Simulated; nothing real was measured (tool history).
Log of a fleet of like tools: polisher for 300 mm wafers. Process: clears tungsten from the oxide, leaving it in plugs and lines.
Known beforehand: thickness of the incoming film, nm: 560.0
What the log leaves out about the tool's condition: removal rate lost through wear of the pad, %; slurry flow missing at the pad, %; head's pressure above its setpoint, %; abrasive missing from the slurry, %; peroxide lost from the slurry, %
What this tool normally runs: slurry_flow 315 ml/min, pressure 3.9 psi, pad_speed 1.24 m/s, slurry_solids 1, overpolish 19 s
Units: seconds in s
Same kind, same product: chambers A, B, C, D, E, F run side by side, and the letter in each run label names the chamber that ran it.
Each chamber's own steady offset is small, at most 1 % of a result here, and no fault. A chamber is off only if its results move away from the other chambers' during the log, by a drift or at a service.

run,hour,slurry_flow,pressure,pad_speed,slurry_solids,overpolish,wafers polished on this pad,hours since the slurry nozzle was cleaned,hours since the head pressure was calibrated,hours since the slurry blender was calibrated,hours since the slurry got fresh peroxide,seconds
1E,6.0,315,3.9,1.24,1,19,1099,414.0,756.0,17.8,8.7,107.65
# hour 7.0: chamber E: worn pad replaced by a new one
# hour 8.6: chamber B: slurry tank refilled with fresh slurry and peroxide
# hour 9.4: chamber D: slurry nozzle cleaned
2D,15.2,315,3.9,1.24,1,19,260,5.8,244.5,89.1,22.8,107.87
3C,23.1,315,3.9,1.24,1,19,521,593.1,254.0,377.4,84.7,108.48
# hour 23.8: chamber F: slurry blender recalibrated
# hour 25.4: chamber F: slurry tank refilled with fresh slurry and peroxide
4F,30.7,315,3.9,1.24,1,19,975,648.9,639.6,7.0,5.3,107.53
# hour 34.0: chamber B: worn pad replaced by a new one
5A,36.1,315,3.9,1.24,1,19,978,374.4,238.2,133.7,100.2,107.85
# hour 39.7: chamber C: worn pad replaced by a new one
6B,46.5,315,3.9,1.24,1,19,135,177.2,1086.0,372.0,37.9,105.44
# hour 47.7: chamber F: worn pad replaced by a new one
# hour 49.9: chamber E: slurry tank refilled with fresh slurry and peroxide
# hour 51.1: chamber D: slurry blender recalibrated
7D,56.5,315,3.9,1.24,1,19,708,47.1,285.8,5.5,64.1,110.43
# hour 59.6: chamber B: head pressure recalibrated
# hour 64.3: chamber B: slurry blender recalibrated
8E,64.8,315,3.9,1.24,1,19,628,472.8,814.8,76.6,15.0,109.03
# hour 64.9: chamber A: worn pad replaced by a new one
# hour 72.1: chamber B: slurry tank refilled with fresh slurry and peroxide
9B,75.5,315,3.9,1.24,1,19,450,206.2,16.0,11.2,3.5,105.57
# hour 80.3: chamber C: head pressure recalibrated
10A,84.0,315,3.9,1.24,1,19,207,422.3,286.1,181.6,148.1,107.48
11F,93.5,315,3.9,1.24,1,19,498,711.7,702.4,69.8,68.1,111.08
# hour 93.7: chamber A: slurry tank refilled with fresh slurry and peroxide
# hour 96.2: chamber C: slurry tank refilled with fresh slurry and peroxide
# hour 96.9: chamber C: slurry blender recalibrated
# hour 99.0: chamber E: worn pad replaced by a new one
# hour 100.3: chamber F: slurry nozzle cleaned
# hour 101.1: chamber C: worn pad replaced by a new one
12C,103.1,315,3.9,1.24,1,19,21,673.1,22.9,6.3,6.9,109.37
13D,108.7,315,3.9,1.24,1,19,1275,99.3,338.0,57.7,116.3,111.17
14C,113.7,315,3.9,1.24,1,19,136,683.7,33.5,16.9,17.5,108.21
# hour 115.1: chamber E: slurry tank refilled with fresh slurry and peroxide
15A,118.5,315,3.9,1.24,1,19,582,456.8,320.6,216.1,24.9,108.42
16E,125.2,315,3.9,1.24,1,19,285,533.2,875.2,137.0,10.1,108.73
# hour 126.0: chamber B: slurry tank refilled with fresh slurry and peroxide
17B,135.8,315,3.9,1.24,1,19,1105,266.5,76.3,71.5,9.9,109.85
# hour 143.8: chamber F: slurry tank refilled with fresh slurry and peroxide
18F,145.0,360,3.9,1.02,1,19,1057,44.8,753.9,121.3,1.3,134.05
# hour 145.3: chamber F: head pressure recalibrated
# hour 149.4: chamber B: worn pad replaced by a new one
# hour 152.0: chamber C: worn pad replaced by a new one
19D,152.4,360,3.9,1.02,1,19,1749,143.0,381.7,101.4,160.0,138.38
20A,160.1,360,3.9,1.02,1,19,1033,498.4,362.2,257.7,66.5,129.58
21F,170.1,360,3.9,1.02,1,19,1329,69.9,24.8,146.4,26.4,131.23
# hour 170.2: chamber C: slurry nozzle cleaned
# hour 170.5: chamber F: worn pad replaced by a new one
# hour 175.8: chamber D: slurry blender recalibrated
22E,178.1,360,3.9,1.02,1,19,859,586.1,928.1,189.9,63.0,132.54
# hour 179.6: chamber E: slurry tank refilled with fresh slurry and peroxide
# hour 180.5: chamber D: slurry tank refilled with fresh slurry and peroxide
# hour 181.3: chamber A: worn pad replaced by a new one
# hour 181.9: chamber F: slurry blender recalibrated
# hour 182.1: chamber B: slurry tank refilled with fresh slurry and peroxide
23B,186.8,360,3.9,1.02,1,19,406,317.5,127.3,122.5,4.7,129.63
# hour 187.9: chamber E: worn pad replaced by a new one
24C,194.2,315,3.9,1.24,1,19,458,24.0,114.0,97.4,98.0,108.83
25B,202.4,315,3.9,1.24,1,19,575,333.1,142.9,138.1,20.3,107.73
26A,209.4,315,3.9,1.24,1,19,305,547.7,411.5,307.0,115.8,108.04
# hour 210.0: chamber C: worn pad replaced by a new one
27D,215.0,315,2.9,1.24,1,30,2429,205.6,444.3,39.3,34.6,161.20
28C,220.7,315,2.9,1.24,1,30,116,50.5,140.5,123.9,124.5,142.62
29E,229.7,315,2.9,1.24,1,30,454,637.7,979.7,241.5,50.2,142.65
# hour 233.7: chamber E: head pressure recalibrated
# hour 236.5: chamber B: slurry tank refilled with fresh slurry and peroxide
30F,237.8,315,2.9,1.24,1,30,730,137.6,92.5,55.9,94.1,145.21
# hour 243.9: chamber F: slurry tank refilled with fresh slurry and peroxide
# hour 244.2: chamber A: slurry tank refilled with fresh slurry and peroxide
# hour 244.8: chamber E: slurry tank refilled with fresh slurry and peroxide
31E,247.9,315,2.9,1.24,1,30,651,655.9,14.3,259.7,3.1,142.55
32A,258.5,315,2.9,1.24,1,30,838,596.8,460.6,356.1,14.3,144.97
33C,264.1,315,3.9,0.90,1,19,588,93.9,183.9,167.3,167.9,150.72
# hour 271.6: chamber E: slurry nozzle cleaned
34F,272.6,315,3.9,0.90,1,19,1108,172.4,127.3,90.7,28.8,148.92
# hour 280.4: chamber B: worn pad replaced by a new one
35B,281.0,315,3.9,0.90,1,19,7,411.7,221.5,216.7,44.5,145.25
36D,286.9,315,3.9,0.90,1,19,3209,277.5,516.2,111.2,106.5,175.08
37E,292.1,315,3.9,0.90,1,19,1131,20.6,58.5,303.9,47.3,152.49

Read the log: is a single chamber off, either drifting away or since a service, is the gauge that measures every chamber drifting, or is nothing wrong beyond small per-chamber offsets? Name any odd chamber and what most likely caused it.

It is chamber D that slowly wanders off from its peers.
Likeliest cause: removal rate lost through wear of the pad, % = 12.5.
The log might look much the same if the cause were instead: head's pressure below its setpoint, %.

Here are 4 candidates for chamber D's next run, each the usual settings with a change, their results left as question marks. Which one brings its results back in line with what the others give on the usual settings?
In line here means within this much of the mean the other chambers give on the usual settings: seconds 4.90 s
38D-1,299.8,315,4.2,1.32,1.0,19,,,,,,?
38D-2,299.8,315,3.9,1.18,1.0,19,,,,,,?
38D-3,299.8,315,3.6,1.16,1.0,19,,,,,,?
38D-4,299.8,345,3.9,1.24,1.2,19,,,,,,?

Usual-settings mean across the other chambers: seconds 108.26 s
run,seconds
38D-1,109.90
38D-2,132.72
38D-3,146.47
38D-4,119.98
38D-1 brings the chamber back in line.

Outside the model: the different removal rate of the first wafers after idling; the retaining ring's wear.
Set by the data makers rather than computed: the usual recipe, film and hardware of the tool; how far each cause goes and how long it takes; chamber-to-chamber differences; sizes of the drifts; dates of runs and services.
